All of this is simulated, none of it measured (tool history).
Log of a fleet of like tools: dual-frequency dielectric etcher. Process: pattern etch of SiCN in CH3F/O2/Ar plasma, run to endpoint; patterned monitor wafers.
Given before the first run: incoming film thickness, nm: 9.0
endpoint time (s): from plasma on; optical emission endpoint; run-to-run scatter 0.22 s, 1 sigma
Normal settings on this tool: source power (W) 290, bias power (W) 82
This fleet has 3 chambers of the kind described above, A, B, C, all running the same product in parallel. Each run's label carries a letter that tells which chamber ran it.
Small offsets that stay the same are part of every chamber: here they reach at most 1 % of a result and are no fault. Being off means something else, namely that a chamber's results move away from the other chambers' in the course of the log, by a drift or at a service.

run   hour  source power (W)  bias power (W)  hours since the last wet clean  hours since the last source power generator calibration  hours since the last bias power generator calibration  endpoint time (s)
 1B   14.6               290              82                           115.1                                                   1158.0                                                 1083.7             25.503
 2C   27.9               290              82                           229.1                                                   1799.4                                                   75.4             25.691
 3A   43.9               290              82                           551.2                                                   1339.7                                                 2700.1             25.853
 4B   57.1               290              82                           157.6                                                   1200.5                                                 1126.2             25.987
 5A   67.0               290              82                           574.3                                                   1362.8                                                 2723.2             25.471
 6C   79.4               290              82                           280.6                                                   1850.9                                                  126.9             25.419
 7B   95.9               290              82                           196.4                                                   1239.3                                                 1165.0             25.176
 8C  105.9               240              97                           307.1                                                   1877.4                                                  153.4             25.769
     106.3  -- chamber A: bias power generator calibrated
 9A  120.5               240              97                           627.8                                                   1416.3                                                   14.3             25.857
10B  136.5               240              97                           237.0                                                   1279.9                                                 1205.6             25.703
11A  146.3               290              82                           653.6                                                   1442.1                                                   40.1             25.503
12C  157.5               290              82                           358.7                                                   1929.0                                                  205.0             25.817
13C  170.2               290              82                           371.4                                                   1941.7                                                  217.7             26.017
     170.7  -- chamber A: wet clean of the chamber
14A  184.5               290              82                            13.8                                                   1480.3                                                   78.3             25.504
15B  197.7               290              82                           298.2                                                   1341.1                                                 1266.8             25.494
     198.8  -- chamber C: wet clean of the chamber
16A  211.9               290              82                            41.2                                                   1507.7                                                  105.7             25.800
17C  219.1               340             100                            20.4                                                   1990.6                                                  266.6             22.606
18B  226.4               340             100                           326.9                                                   1369.8                                                 1295.5             22.661
19C  239.0               340             100                            40.3                                                   2010.5                                                  286.5             22.669
20A  252.0               290              82                            81.3                                                   1547.8                                                  145.8             26.156
21B  264.8               290              82                           365.3                                                   1408.2                                                 1333.9             25.660
22B  280.1               290              82                           380.6                                                   1423.5                                                 1349.2             25.612
23C  290.5               290              82                            91.8                                                   2062.0                                                  338.0             25.946
24A  306.1               290              82                           135.4                                                   1601.9                                                  199.9             25.950
25C  322.5               290              82                           123.8                                                   2094.0                                                  370.0             25.577
26A  331.2               290              82                           160.5                                                   1627.0                                                  225.0             25.948
27B  338.7               290              82                           439.2                                                   1482.1                                                 1407.8             25.731
28C  350.7               350              76                           152.0                                                   2122.2                                                  398.2             24.798
29A  360.7               350              76                           190.0                                                   1656.5                                                  254.5             24.734
30B  373.2               350              76                           473.7                                                   1516.6                                                 1442.3             24.781
31A  380.4               290              82                           209.7                                                   1676.2                                                  274.2             25.782
32C  396.6               290              82                           197.9                                                   2168.1                                                  444.1             25.587
33B  413.2               290              82                           513.7                                                   1556.6                                                 1482.3             25.480
34A  422.3               290              82                           251.6                                                   1718.1                                                  316.1             25.768
35C  430.1               290              82                           231.4                                                   2201.6                                                  477.6             25.878
     432.0  -- chamber B: wet clean of the chamber
36B  437.5               290              82                             5.6                                                   1580.9                                                 1506.6             25.668
37B  453.2               290              82                            21.3                                                   1596.6                                                 1522.3             25.873
38C  462.8               290              82                           264.1                                                   2234.3                                                  510.3             26.202
39A  470.3               290              82                           299.6                                                   1766.1                                                  364.1             25.361

Next, every chamber runs the same settings. What will each give?
40A  482.2               320              82                                                                                                                                                                  ?
40B  482.2               320              82                                                                                                                                                                  ?
40C  482.2               320              82                                                                                                                                                                  ?

run  endpoint time (s)
40A             24.908
40B             24.511
40C             24.849
